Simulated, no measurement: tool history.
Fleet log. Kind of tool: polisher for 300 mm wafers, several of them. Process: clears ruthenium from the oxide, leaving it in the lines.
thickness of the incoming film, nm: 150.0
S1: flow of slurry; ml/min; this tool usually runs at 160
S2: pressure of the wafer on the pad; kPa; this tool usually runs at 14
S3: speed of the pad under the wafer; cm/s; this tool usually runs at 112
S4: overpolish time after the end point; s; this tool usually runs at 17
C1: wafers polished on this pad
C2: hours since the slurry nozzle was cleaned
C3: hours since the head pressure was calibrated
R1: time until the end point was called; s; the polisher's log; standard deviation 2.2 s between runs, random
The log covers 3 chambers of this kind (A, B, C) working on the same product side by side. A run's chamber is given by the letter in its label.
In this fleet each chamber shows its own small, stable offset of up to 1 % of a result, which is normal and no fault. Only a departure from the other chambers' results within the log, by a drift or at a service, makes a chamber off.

run   hour   S1  S2   S3  S4    C1     C2      C3       R1
 1A    3.4  160  14  112  17    66  361.4   301.3  126.970
 2C    9.2  160  14  112  17   504  306.9    85.5  133.330
 3B   12.4  160  14  112  17   246  354.7  1060.4  126.870
 4C   17.8  160  14  112  17   550  315.5    94.1  131.640
 5A   20.5  180  14  144  17   156  378.5   318.4   99.455
 6B   25.2  180  14  144  17   314  367.5  1073.2  102.620
 7B   28.6  180  14  144  17   332  370.9  1076.6   98.530
      32.5  -- chamber C: worn pad replaced by a new one
 8C   33.5  160  14  112  17     5  331.2   109.8  129.480
 9A   36.5  160  14  112  17   241  394.5   334.4  129.330
10C   42.0  210  14  112  17    50  339.7   118.3  124.660
11A   47.0  210  14  112  17   296  405.0   344.9  128.110
12B   50.0  210  14  112  17   445  392.3  1098.0  126.420
      52.6  -- chamber A: slurry nozzle cleaned
13C   53.6  160  14  112  17   111  351.3   129.9  131.300
14A   59.1  160  14  112  17   360    6.6   357.0  132.340
15B   64.1  160  14  112  17   519  406.4  1112.1  130.500
16B   67.1  160  14  112  17   535  409.4  1115.1  128.340
17C   72.2  160  14  112  17   210  369.9   148.5  128.360
18A   75.2  160  14  112  17   445   22.7   373.1  127.660
19A   80.8  160  14  112  17   475   28.3   378.7  126.890
20C   86.5  160  14  112  17   285  384.2   162.8  132.480
21B   92.1  160  14  112  17   667  434.4  1140.1  129.880
22B   96.9  160  14  112  17   693  439.2  1144.9  128.520
      99.8  -- chamber B: head pressure recalibrated
23A  101.8  160  14  112  17   586   49.3   399.7  129.670
24C  106.6  160  14  112  17   391  404.3   182.9  130.010
25A  111.3  160  14  112  17   636   58.8   409.2  134.990
26C  114.3  160  14  112  17   432  412.0   190.6  131.140
27B  118.9  160  14  112  17   809  461.2    19.2  148.790
28B  121.6  160  14  112  17   823  463.9    21.9  151.570
29C  124.8  160  14  112  17   488  422.5   201.1  130.250
     128.8  -- chamber C: worn pad replaced by a new one
30A  130.0  160  14  112  17   735   77.5   427.9  130.770
     132.8  -- chamber A: worn pad replaced by a new one
31B  133.5  160  14  112  17   886  475.8    33.8  149.640
32C  136.3  160  14  112  17    40  434.0   212.6  128.280
33A  142.1  160  14  112  17    49   89.6   440.0  127.840
34C  146.4  160  14  112  17    93  444.1   222.7  128.140
35B  150.0  160  14  112  17   973  492.3    50.3  143.940
36A  154.9  160  14  112  17   116  102.4   452.8  128.040
37B  160.2  160  14  112  17  1027  502.5    60.5  144.020
38A  164.5  110  14  112  17   167  112.0   462.4  137.940
39C  167.8  110  14  112  17   206  465.5   244.1  139.950
40B  170.8  110  14  112  17  1083  513.1    71.1  160.160
41A  174.3  160  14  112  17   219  121.8   472.2  126.060
42C  177.2  160  14  112  17   256  474.9   253.5  134.180

One chamber off, gauge drift, or nothing amiss beyond the chambers' own small offsets? If it is a chamber, which one, and what is the likeliest cause?

Chamber B came out of a service off from its peers and stayed that way.
What lies behind it: head's pressure below its setpoint, % = 12.

Which of the 4 candidates below, each the usual settings with something changed and its results left as question marks, puts chamber B back in line with what the other chambers give on the usual settings?
In-line tolerance around the mean of the other chambers on the usual settings: R1 7.700 s
43B-1  181.4  155  11.0  112  17               ?
43B-2  181.4  160  14.5  120  17               ?
43B-3  181.4  155  12.4  112  17               ?
43B-4  181.4  160  15.2  126  17               ?

The other chambers' mean on the usual settings: R1 130.750 s
  run       R1
43B-1  186.280
43B-2  131.320
43B-3  165.240
43B-4  119.380
With 43B-2, the chamber falls back in line with the rest.
